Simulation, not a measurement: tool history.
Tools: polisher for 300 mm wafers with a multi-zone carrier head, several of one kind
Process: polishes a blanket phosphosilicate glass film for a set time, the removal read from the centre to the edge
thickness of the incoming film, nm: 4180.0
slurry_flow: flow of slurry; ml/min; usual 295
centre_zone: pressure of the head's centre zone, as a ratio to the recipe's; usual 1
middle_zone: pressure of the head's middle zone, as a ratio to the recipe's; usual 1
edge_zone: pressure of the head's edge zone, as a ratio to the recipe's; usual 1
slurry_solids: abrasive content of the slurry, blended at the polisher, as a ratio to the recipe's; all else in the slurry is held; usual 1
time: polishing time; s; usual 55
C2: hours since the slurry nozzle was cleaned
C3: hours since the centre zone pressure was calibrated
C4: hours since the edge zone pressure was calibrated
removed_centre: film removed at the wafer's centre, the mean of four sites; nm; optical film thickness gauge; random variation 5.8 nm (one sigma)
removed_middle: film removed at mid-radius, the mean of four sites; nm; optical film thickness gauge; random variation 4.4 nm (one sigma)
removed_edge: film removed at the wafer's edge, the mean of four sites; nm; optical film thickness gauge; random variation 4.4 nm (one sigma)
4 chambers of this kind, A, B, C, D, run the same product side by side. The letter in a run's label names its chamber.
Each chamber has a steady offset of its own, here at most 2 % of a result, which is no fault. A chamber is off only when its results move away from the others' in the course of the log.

Run 1D, hour 12.7: usual settings; wafers polished on this pad 489; C2 469.7; C3 551.3; C4 946.6. Result: removed_centre 469.28 nm, removed_middle 474.17 nm, removed_edge 467.94 nm.
Run 2C, hour 21.3: usual settings; wafers polished on this pad 561; C2 139.4; C3 141.8; C4 773.7. Result: removed_centre 467.9 nm, removed_middle 466.23 nm, removed_edge 472.81 nm.
Run 3B, hour 36.8: usual settings; wafers polished on this pad 897; C2 487; C3 1050; C4 275.1. Result: removed_centre 475.7 nm, removed_middle 450.5 nm, removed_edge 457.88 nm.
Run 4A, hour 53.4: usual settings; wafers polished on this pad 589; C2 94.2; C3 609; C4 942.5. Result: removed_centre 466.61 nm, removed_middle 463.44 nm, removed_edge 474.04 nm.
At hour 58.7: chamber D: worn pad replaced by a new one.
Run 5A, hour 68.4: usual settings but slurry_flow 195 ml/min; wafers polished on this pad 753; C2 109.2; C3 624; C4 957.5. Result: removed_centre 450.11 nm, removed_middle 445.03 nm, removed_edge 450.77 nm.
At hour 79.6: chamber B: slurry nozzle cleaned.
At hour 82: chamber A: worn pad replaced by a new one.
Run 6C, hour 83.8: usual settings but slurry_flow 195 ml/min; wafers polished on this pad 1247; C2 201.9; C3 204.3; C4 836.2. Result: removed_centre 443.05 nm, removed_middle 455.5 nm, removed_edge 448.67 nm.
At hour 85.1: chamber D: edge zone pressure recalibrated.
Run 7D, hour 92.5: usual settings but slurry_flow 195 ml/min; wafers polished on this pad 370; C2 549.5; C3 631.1; C4 7.4. Result: removed_centre 436.94 nm, removed_middle 441.96 nm, removed_edge 458.67 nm.
At hour 99.9: chamber C: worn pad replaced by a new one.
Run 8B, hour 104.5: usual settings but slurry_flow 195 ml/min; wafers polished on this pad 1640; C2 25; C3 1117.7; C4 342.8. Result: removed_centre 443.38 nm, removed_middle 436.91 nm, removed_edge 453.38 nm.
Run 9A, hour 112.2: usual settings; wafers polished on this pad 332; C2 153; C3 667.8; C4 1001.3. Result: removed_centre 469.63 nm, removed_middle 468.28 nm, removed_edge 474.85 nm.
Run 10B, hour 122.7: usual settings; wafers polished on this pad 1839; C2 43.2; C3 1135.9; C4 361. Result: removed_centre 464.97 nm, removed_middle 453.77 nm, removed_edge 467.22 nm.
Run 11C, hour 133.4: usual settings but centre_zone 0.88; wafers polished on this pad 367; C2 251.5; C3 253.9; C4 885.8. Result: removed_centre 416.74 nm, removed_middle 466.48 nm, removed_edge 469.89 nm.
Run 12D, hour 143.8: usual settings but centre_zone 0.88; wafers polished on this pad 933; C2 600.8; C3 682.4; C4 58.7. Result: removed_centre 406.76 nm, removed_middle 468.43 nm, removed_edge 462.62 nm.
Run 13A, hour 152.8: usual settings but centre_zone 0.88; wafers polished on this pad 777; C2 193.6; C3 708.4; C4 1041.9. Result: removed_centre 406.44 nm, removed_middle 468.28 nm, removed_edge 462.65 nm.
At hour 161.6: chamber D: worn pad replaced by a new one.
Run 14D, hour 165.1: usual settings but centre_zone 0.88; wafers polished on this pad 38; C2 622.1; C3 703.7; C4 80. Result: removed_centre 399.23 nm, removed_middle 465.65 nm, removed_edge 467.13 nm.
At hour 172.8: chamber A: worn pad replaced by a new one.
Run 15B, hour 178.7: usual settings; wafers polished on this pad 2454; C2 99.2; C3 1191.9; C4 417. Result: removed_centre 461.44 nm, removed_middle 451.65 nm, removed_edge 463.17 nm.
Run 16C, hour 192.2: usual settings; wafers polished on this pad 1012; C2 310.3; C3 312.7; C4 944.6. Result: removed_centre 467.71 nm, removed_middle 472.2 nm, removed_edge 473.05 nm.
At hour 197: chamber D: centre zone pressure recalibrated.
Run 17C, hour 207: usual settings; wafers polished on this pad 1175; C2 325.1; C3 327.5; C4 959.4. Result: removed_centre 470.56 nm, removed_middle 476.95 nm, removed_edge 462.72 nm.
Run 18A, hour 216.5: usual settings; wafers polished on this pad 479; C2 257.3; C3 772.1; C4 1105.6. Result: removed_centre 469.27 nm, removed_middle 471.03 nm, removed_edge 465.33 nm.
Run 19B, hour 231.7: usual settings; wafers polished on this pad 3035; C2 152.2; C3 1244.9; C4 470. Result: removed_centre 455.08 nm, removed_middle 452.34 nm, removed_edge 462.72 nm.
At hour 242.5: chamber C: worn pad replaced by a new one.
At hour 245.6: chamber D: worn pad replaced by a new one.
Run 20D, hour 246.9: usual settings; wafers polished on this pad 14; C2 703.9; C3 50; C4 161.8. Result: removed_centre 472.26 nm, removed_middle 466.62 nm, removed_edge 469.93 nm.
At hour 254.5: chamber D: slurry nozzle cleaned.
At hour 260.6: chamber A: worn pad replaced by a new one.
Run 21D, hour 261.3: usual settings; wafers polished on this pad 172; C2 6.8; C3 64.4; C4 176.2. Result: removed_centre 470.37 nm, removed_middle 468.37 nm, removed_edge 470.42 nm.
Run 22B, hour 276.6: usual settings; wafers polished on this pad 3528; C2 197.1; C3 1289.8; C4 514.9. Result: removed_centre 459.32 nm, removed_middle 441.04 nm, removed_edge 442.62 nm.
Run 23A, hour 292.6: usual settings; wafers polished on this pad 352; C2 333.4; C3 848.2; C4 1181.7. Result: removed_centre 471.89 nm, removed_middle 463.63 nm, removed_edge 470.96 nm.
At hour 297.6: chamber C: edge zone pressure recalibrated.
Run 24C, hour 301.5: usual settings; wafers polished on this pad 647; C2 419.6; C3 422; C4 3.9. Result: removed_centre 469.68 nm, removed_middle 469 nm, removed_edge 466.99 nm.
Run 25B, hour 314.4: usual settings; wafers polished on this pad 3943; C2 234.9; C3 1327.6; C4 552.7. Result: removed_centre 441.45 nm, removed_middle 433.04 nm, removed_edge 447.64 nm.
At hour 325.5: chamber D: worn pad replaced by a new one.
Run 26D, hour 329.3: usual settings; wafers polished on this pad 41; C2 74.8; C3 132.4; C4 244.2. Result: removed_centre 472.9 nm, removed_middle 465.75 nm, removed_edge 464.85 nm.
Run 27C, hour 342: usual settings; wafers polished on this pad 1092; C2 460.1; C3 462.5; C4 44.4. Result: removed_centre 465.02 nm, removed_middle 473.25 nm, removed_edge 460.01 nm.
At hour 346.5: chamber A: worn pad replaced by a new one.
Run 28A, hour 357.7: usual settings; wafers polished on this pad 122; C2 398.5; C3 913.3; C4 1246.8. Result: removed_centre 470.21 nm, removed_middle 471.83 nm, removed_edge 466.46 nm.
At hour 364.4: chamber A: slurry nozzle cleaned.
Run 29D, hour 366: usual settings; wafers polished on this pad 444; C2 111.5; C3 169.1; C4 280.9. Result: removed_centre 472.42 nm, removed_middle 467.21 nm, removed_edge 462.66 nm.
At hour 372.8: chamber A: edge zone pressure recalibrated.
Run 30C, hour 381.3: usual settings; wafers polished on this pad 1523; C2 499.4; C3 501.8; C4 83.7. Result: removed_centre 466.6 nm, removed_middle 468.69 nm, removed_edge 470.77 nm.
At hour 387.6: chamber A: centre zone pressure recalibrated.
At hour 393: chamber C: worn pad replaced by a new one.
Run 31B, hour 394.3: usual settings; wafers polished on this pad 4819; C2 314.8; C3 1407.5; C4 632.6. Result: removed_centre 440.95 nm, removed_middle 423.38 nm, removed_edge 433.61 nm.
Run 32A, hour 406: usual settings; wafers polished on this pad 652; C2 41.6; C3 18.4; C4 33.3. Result: removed_centre 471.84 nm, removed_middle 462.07 nm, removed_edge 466.41 nm.
At hour 415.9: chamber D: worn pad replaced by a new one.
Run 33A, hour 417.1: usual settings; wafers polished on this pad 774; C2 52.7; C3 29.5; C4 44.4. Result: removed_centre 472.48 nm, removed_middle 462.27 nm, removed_edge 465.75 nm.
Run 34D, hour 429.1: usual settings; wafers polished on this pad 145; C2 174.6; C3 232.2; C4 344. Result: removed_centre 474.53 nm, removed_middle 467.88 nm, removed_edge 466.86 nm.
Run 35B, hour 440.7: usual settings; wafers polished on this pad 5328; C2 361.2; C3 1453.9; C4 679. Result: removed_centre 428.11 nm, removed_middle 419.83 nm, removed_edge 424.27 nm.
Run 36C, hour 454.8: usual settings; wafers polished on this pad 678; C2 572.9; C3 575.3; C4 157.2. Result: removed_centre 466.67 nm, removed_middle 470.32 nm, removed_edge 463.52 nm.

Next, every chamber runs the same settings. What will each give?
Run 37A, hour 466.7: usual settings but time 69 s. Result: removed_centre ?, removed_middle ?, removed_edge ?.
Run 37B, hour 466.7: usual settings but time 69 s. Result: removed_centre ?, removed_middle ?, removed_edge ?.
Run 37C, hour 466.7: usual settings but time 69 s. Result: removed_centre ?, removed_middle ?, removed_edge ?.
Run 37D, hour 466.7: usual settings but time 69 s. Result: removed_centre ?, removed_middle ?, removed_edge ?.

run  removed_centre  removed_middle  removed_edge
37A          594.81          593.77        586.78
37B          524.91          520.15        537.16
37C          586.14          585.16        576.58
37D          595.61          582.69         592.8
